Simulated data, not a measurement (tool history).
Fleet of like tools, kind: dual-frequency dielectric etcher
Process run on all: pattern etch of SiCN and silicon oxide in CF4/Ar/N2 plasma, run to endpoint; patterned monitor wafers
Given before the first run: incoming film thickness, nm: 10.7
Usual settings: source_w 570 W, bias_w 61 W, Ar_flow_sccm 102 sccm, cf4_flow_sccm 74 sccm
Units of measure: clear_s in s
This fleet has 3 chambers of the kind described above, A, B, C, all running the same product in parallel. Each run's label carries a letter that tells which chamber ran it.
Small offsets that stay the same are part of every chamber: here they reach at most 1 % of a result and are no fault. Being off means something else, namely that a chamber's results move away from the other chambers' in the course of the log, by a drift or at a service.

run	hour	source_w	bias_w	Ar_flow_sccm	cf4_flow_sccm	clear_s
1A	9.1	570	61	102	74	10.5190
# hour 9.9: chamber C: CF4 flow controller replaced
2B	16.0	570	61	102	74	10.5950
3C	29.9	570	61	102	74	10.4790
4A	42.7	570	61	102	74	10.5620
5C	51.2	570	61	102	89	10.2220
6B	62.9	570	61	102	89	10.3580
7C	71.3	570	61	102	89	10.1810
8B	81.8	570	61	102	74	10.6750
9A	95.4	570	61	102	74	10.5870
10C	109.5	570	61	102	74	10.5030
11B	122.4	570	61	102	74	10.6090
12A	131.8	570	61	102	74	10.5280
13B	145.2	570	61	102	74	10.6890
14C	154.5	570	61	102	74	10.5670
15A	161.4	570	61	86	56	10.8380
16C	172.6	570	61	86	56	10.7360
17B	184.9	570	61	86	56	10.7770
# hour 185.2: chamber A: wet clean of the chamber
18A	191.5	570	61	102	74	10.0750
19A	201.8	570	61	102	74	10.1190
20B	214.1	470	61	102	74	12.6840
21C	224.0	470	61	102	74	12.4620
22A	233.1	470	61	102	74	11.9480
# hour 239.4: chamber C: wet clean of the chamber
# hour 242.4: chamber B: wet clean of the chamber
23B	247.2	570	69	102	74	10.2370
24C	254.5	570	69	102	74	10.0450
25B	261.0	570	69	102	74	10.1690
26C	272.0	570	61	102	74	10.4640
27A	279.3	570	61	102	74	10.0730
28B	293.6	660	61	102	74	9.2737
29A	302.9	660	61	102	74	8.8131
30C	316.1	660	61	102	74	9.2129
31C	328.5	570	61	102	74	10.5710
32B	337.4	570	61	102	74	10.5590
33A	346.0	570	61	102	74	10.0720
34A	357.8	570	61	102	74	10.1080
35C	370.4	570	61	102	74	10.5920
36B	378.4	570	61	102	74	10.5520
37B	388.0	570	61	102	74	10.6230
# hour 397.0: chamber A: CF4 flow controller replaced
38C	397.3	570	61	102	74	10.5490
39A	406.5	570	61	102	74	10.1280

Decide between three cases: one chamber stands off from its peers, the gauge reading all wafers drifts, or nothing is wrong past each chamber's small offset. Where a chamber is off, say which and what most likely put it there.

A service left chamber A off against the others.
Most likely cause: etch rate over this chamber's usual, % = 5.13.

Below are 4 candidate recipes for chamber A's next run, each the usual settings with a change, their results shown as question marks. Which of them brings A's results back in line with what the other chambers give on the usual settings?
In-line tolerance around the mean of the other chambers on the usual settings: clear_s 0.1500 s
40A-1	416.8	570	70	102	74	?
40A-2	416.8	570	61	125	58	?
40A-3	416.8	610	63	101	75	?
40A-4	416.8	540	61	102	74	?

Usual-settings mean across the other chambers: clear_s 10.5540 s
run	clear_s
40A-1	9.6409
40A-2	10.8680
40A-3	9.3511
40A-4	10.5770
Change 40A-4 lands the chamber within the allowed miss of the other chambers.
